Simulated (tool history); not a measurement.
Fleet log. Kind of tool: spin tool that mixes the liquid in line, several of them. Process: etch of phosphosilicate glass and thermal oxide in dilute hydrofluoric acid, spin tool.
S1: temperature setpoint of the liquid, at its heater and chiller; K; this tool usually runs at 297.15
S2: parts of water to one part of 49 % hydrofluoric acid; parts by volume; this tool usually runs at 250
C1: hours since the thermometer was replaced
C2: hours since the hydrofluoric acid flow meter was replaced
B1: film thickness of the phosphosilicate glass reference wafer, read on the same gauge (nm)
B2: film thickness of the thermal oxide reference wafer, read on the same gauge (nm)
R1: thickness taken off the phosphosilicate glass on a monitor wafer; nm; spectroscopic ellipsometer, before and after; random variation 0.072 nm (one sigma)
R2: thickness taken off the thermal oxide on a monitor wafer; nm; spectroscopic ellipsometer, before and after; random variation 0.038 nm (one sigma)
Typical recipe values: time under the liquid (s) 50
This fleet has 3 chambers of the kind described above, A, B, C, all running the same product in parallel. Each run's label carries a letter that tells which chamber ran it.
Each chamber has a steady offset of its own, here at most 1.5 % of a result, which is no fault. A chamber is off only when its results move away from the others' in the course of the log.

{"run": "1C", "day": 0.325, "S1": 297.15, "S2": 250, "time under the liquid (s)": 50, "C1": 1900.7, "C2": 1489.4, "B1": 39.984, "B2": 30.006, "R1": 19.368, "R2": 0.76185}
{"day": 0.467, "done": "chamber C: thermometer replaced"}
{"run": "2A", "day": 0.617, "S1": 297.15, "S2": 250, "time under the liquid (s)": 50, "C1": 616.4, "C2": 595.9, "B1": 39.997, "B2": 29.988, "R1": 19.5, "R2": 0.79839}
{"run": "3B", "day": 1.033, "S1": 297.15, "S2": 250, "time under the liquid (s)": 50, "C1": 1478.4, "C2": 1981.4, "B1": 39.975, "B2": 29.975, "R1": 19.684, "R2": 0.8123}
{"run": "4B", "day": 1.354, "S1": 297.15, "S2": 250, "time under the liquid (s)": 50, "C1": 1486.1, "C2": 1989.1, "B1": 40.042, "B2": 30.011, "R1": 19.629, "R2": 0.82829}
{"run": "5C", "day": 1.729, "S1": 297.15, "S2": 250, "time under the liquid (s)": 50, "C1": 30.3, "C2": 1523.1, "B1": 39.976, "B2": 29.953, "R1": 19.438, "R2": 0.82454}
{"run": "6A", "day": 2.062, "S1": 301.65, "S2": 355, "time under the liquid (s)": 50, "C1": 651.1, "C2": 630.6, "B1": 39.996, "B2": 29.993, "R1": 14.574, "R2": 0.54858}
{"run": "7C", "day": 2.462, "S1": 301.65, "S2": 355, "time under the liquid (s)": 50, "C1": 47.9, "C2": 1540.7, "B1": 40.009, "B2": 29.976, "R1": 14.404, "R2": 0.57171}
{"run": "8B", "day": 2.75, "S1": 301.65, "S2": 355, "time under the liquid (s)": 50, "C1": 1519.6, "C2": 2022.6, "B1": 39.968, "B2": 30.05, "R1": 14.479, "R2": 0.58292}
{"run": "9A", "day": 3.125, "S1": 297.15, "S2": 250, "time under the liquid (s)": 50, "C1": 676.6, "C2": 656.1, "B1": 39.984, "B2": 30.003, "R1": 19.735, "R2": 0.71751}
{"run": "10A", "day": 3.45, "S1": 297.15, "S2": 250, "time under the liquid (s)": 50, "C1": 684.4, "C2": 663.9, "B1": 39.959, "B2": 29.99, "R1": 19.782, "R2": 0.79143}
{"run": "11B", "day": 3.725, "S1": 297.15, "S2": 250, "time under the liquid (s)": 50, "C1": 1543.0, "C2": 2046.0, "B1": 39.95, "B2": 29.978, "R1": 19.588, "R2": 0.83736}
{"run": "12C", "day": 4.029, "S1": 297.15, "S2": 250, "time under the liquid (s)": 50, "C1": 85.5, "C2": 1578.3, "B1": 39.991, "B2": 29.953, "R1": 19.309, "R2": 0.81092}
{"run": "13C", "day": 4.392, "S1": 297.15, "S2": 250, "time under the liquid (s)": 50, "C1": 94.2, "C2": 1587.0, "B1": 39.992, "B2": 30.011, "R1": 19.336, "R2": 0.77401}
{"run": "14A", "day": 4.608, "S1": 297.15, "S2": 250, "time under the liquid (s)": 50, "C1": 712.2, "C2": 691.7, "B1": 40.03, "B2": 30.011, "R1": 19.587, "R2": 0.84369}
{"run": "15B", "day": 4.812, "S1": 297.15, "S2": 250, "time under the liquid (s)": 50, "C1": 1569.1, "C2": 2072.1, "B1": 40.041, "B2": 30.022, "R1": 19.771, "R2": 0.79448}
{"day": 4.954, "done": "chamber B: hydrofluoric acid flow meter replaced"}
{"run": "16B", "day": 4.996, "S1": 297.15, "S2": 250, "time under the liquid (s)": 50, "C1": 1573.5, "C2": 1.1, "B1": 40.016, "B2": 30.042, "R1": 19.694, "R2": 0.84929}
{"run": "17A", "day": 5.35, "S1": 297.15, "S2": 250, "time under the liquid (s)": 50, "C1": 730.0, "C2": 709.5, "B1": 40.017, "B2": 29.998, "R1": 19.674, "R2": 0.79534}
{"run": "18C", "day": 5.554, "S1": 297.15, "S2": 250, "time under the liquid (s)": 50, "C1": 122.1, "C2": 1614.9, "B1": 40.028, "B2": 29.972, "R1": 19.327, "R2": 0.83416}
{"run": "19A", "day": 5.796, "S1": 297.15, "S2": 250, "time under the liquid (s)": 50, "C1": 740.7, "C2": 720.2, "B1": 40.01, "B2": 29.976, "R1": 19.669, "R2": 0.68882}
{"run": "20B", "day": 5.979, "S1": 297.15, "S2": 250, "time under the liquid (s)": 50, "C1": 1597.1, "C2": 24.7, "B1": 40.017, "B2": 29.988, "R1": 19.52, "R2": 0.79457}
{"run": "21C", "day": 6.304, "S1": 297.15, "S2": 250, "time under the liquid (s)": 50, "C1": 140.1, "C2": 1632.9, "B1": 39.985, "B2": 29.966, "R1": 19.344, "R2": 0.80135}
{"run": "22C", "day": 6.708, "S1": 299.15, "S2": 250, "time under the liquid (s)": 75, "C1": 149.8, "C2": 1642.6, "B1": 39.977, "B2": 29.971, "R1": 31.368, "R2": 1.3475}
{"run": "23A", "day": 7.046, "S1": 299.15, "S2": 250, "time under the liquid (s)": 75, "C1": 770.7, "C2": 750.2, "B1": 39.964, "B2": 29.989, "R1": 31.638, "R2": 1.24}
{"run": "24B", "day": 7.258, "S1": 299.15, "S2": 250, "time under the liquid (s)": 75, "C1": 1627.8, "C2": 55.4, "B1": 39.999, "B2": 29.986, "R1": 31.662, "R2": 1.3062}
{"run": "25C", "day": 7.5, "S1": 297.15, "S2": 250, "time under the liquid (s)": 50, "C1": 168.8, "C2": 1661.6, "B1": 40.027, "B2": 30.006, "R1": 19.287, "R2": 0.71787}
{"run": "26B", "day": 7.767, "S1": 297.15, "S2": 250, "time under the liquid (s)": 50, "C1": 1640.0, "C2": 67.6, "B1": 40.004, "B2": 30.027, "R1": 19.773, "R2": 0.77878}
{"run": "27A", "day": 8.171, "S1": 297.15, "S2": 250, "time under the liquid (s)": 50, "C1": 797.7, "C2": 777.2, "B1": 39.976, "B2": 29.954, "R1": 19.72, "R2": 0.84043}
{"run": "28C", "day": 8.467, "S1": 297.15, "S2": 250, "time under the liquid (s)": 50, "C1": 192.0, "C2": 1684.8, "B1": 40.022, "B2": 29.987, "R1": 19.596, "R2": 0.78883}
{"run": "29A", "day": 8.733, "S1": 300.65, "S2": 345, "time under the liquid (s)": 50, "C1": 811.2, "C2": 790.7, "B1": 40.015, "B2": 30.048, "R1": 14.54, "R2": 0.63152}
{"run": "30B", "day": 9.133, "S1": 300.65, "S2": 345, "time under the liquid (s)": 50, "C1": 1672.8, "C2": 100.4, "B1": 40.011, "B2": 30.031, "R1": 14.641, "R2": 0.56941}
{"run": "31A", "day": 9.371, "S1": 300.65, "S2": 345, "time under the liquid (s)": 50, "C1": 826.5, "C2": 806.0, "B1": 40.021, "B2": 29.945, "R1": 14.527, "R2": 0.62297}

Which is it: a chamber that has drifted or been left off by a service, a gauge drift common to all chambers, or only each chamber's usual small offset? If a chamber is off, name it and its likeliest cause.

The fleet is healthy, with each chamber sitting at its usual small offset and no drift in the gauge.
